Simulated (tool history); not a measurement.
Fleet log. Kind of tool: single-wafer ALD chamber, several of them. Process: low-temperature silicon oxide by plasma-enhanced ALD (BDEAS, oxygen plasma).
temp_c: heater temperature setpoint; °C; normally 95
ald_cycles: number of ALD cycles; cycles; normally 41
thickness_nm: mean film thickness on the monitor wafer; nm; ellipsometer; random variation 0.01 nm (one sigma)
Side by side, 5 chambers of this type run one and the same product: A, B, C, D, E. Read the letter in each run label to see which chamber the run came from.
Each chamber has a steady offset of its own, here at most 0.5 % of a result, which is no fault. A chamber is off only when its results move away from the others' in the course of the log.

run	hour	temp_c	ald_cycles	hours since the last thermocouple change	read-back reference wafer on the same gauge, thickness_nm	thickness_nm
1B	4	95	41	1906.2	5.35	5.9636
2C	6.6	95	41	211.4	5.3482	5.9614
3E	10.8	95	41	250.4	5.3464	5.9428
4D	15.4	95	41	100.4	5.3457	5.9628
5A	20.8	95	41	2075	5.3442	5.9306
6E	23.4	95	41	263	5.3446	5.9427
7D	29.2	95	41	114.2	5.3415	5.9469
8C	31.9	95	41	236.7	5.3433	5.953
9A	35.2	95	44	2089.4	5.3425	6.3702
10B	39.8	95	44	1942	5.3433	6.4106
11E	43.7	95	44	283.3	5.3427	6.3808
12A	48.3	95	44	2102.5	5.3397	6.3942
13B	50.9	95	44	1953.1	5.3407	6.4021
14D	56.7	95	41	141.7	5.3389	5.9617
15C	59.9	95	41	264.7	5.3379	5.9284
16A	65	95	41	2119.2	5.3386	5.948
17E	67.6	95	41	307.2	5.3369	5.9447
18D	72.2	95	41	157.2	5.3352	5.9492
19C	77	95	41	281.8	5.3352	5.9373
20B	82.6	95	41	1984.8	5.3346	5.9709
21E	85.9	95	41	325.5	5.3336	5.9276
22C	91.2	95	41	296	5.3347	5.9053
23A	96.3	95	41	2150.5	5.3317	5.9432
24D	100.9	95	41	185.9	5.3326	5.9434
25B	106.6	95	41	2008.8	5.3292	5.9411
26E	111.1	95	41	350.7	5.3299	5.9364
27D	114.6	82	35	199.6	5.3299	5.3072
28C	119.6	82	35	324.4	5.3256	5.3012
29B	124.5	82	35	2026.7	5.3272	5.3121
30A	130.4	82	35	2184.6	5.3272	5.3038
31B	136.2	82	35	2038.4	5.3236	5.3202
32C	138.9	95	41	343.7	5.3239	5.917
33A	142.4	95	41	2196.6	5.3233	5.932
34E	147.2	88	41	386.8	5.3212	6.0543
35D	152.6	88	41	237.6	5.3204	6.086
36D	158.3	88	41	243.3	5.3184	6.0865
37C	163.1	88	41	367.9	5.3181	6.0627
38A	167.3	88	41	2221.5	5.3173	6.061
39B	172.5	95	41	2074.7	5.3179	5.9458
40E	177.5	95	41	417.1	5.3153	5.9127
41B	182.8	95	41	2085	5.3152	5.9316
42E	187.2	95	41	426.8	5.3143	5.9272
43A	190.1	95	41	2244.3	5.3117	5.9342
44C	193.2	95	41	398	5.3135	5.9007

Next, every chamber runs the same settings. What will each give?
45A	197.5	95	41			?
45B	197.5	95	41			?
45C	197.5	95	41			?
45D	197.5	95	41			?
45E	197.5	95	41			?

run	thickness_nm
45A	5.9049
45B	5.9371
45C	5.9043
45D	5.9212
45E	5.9112
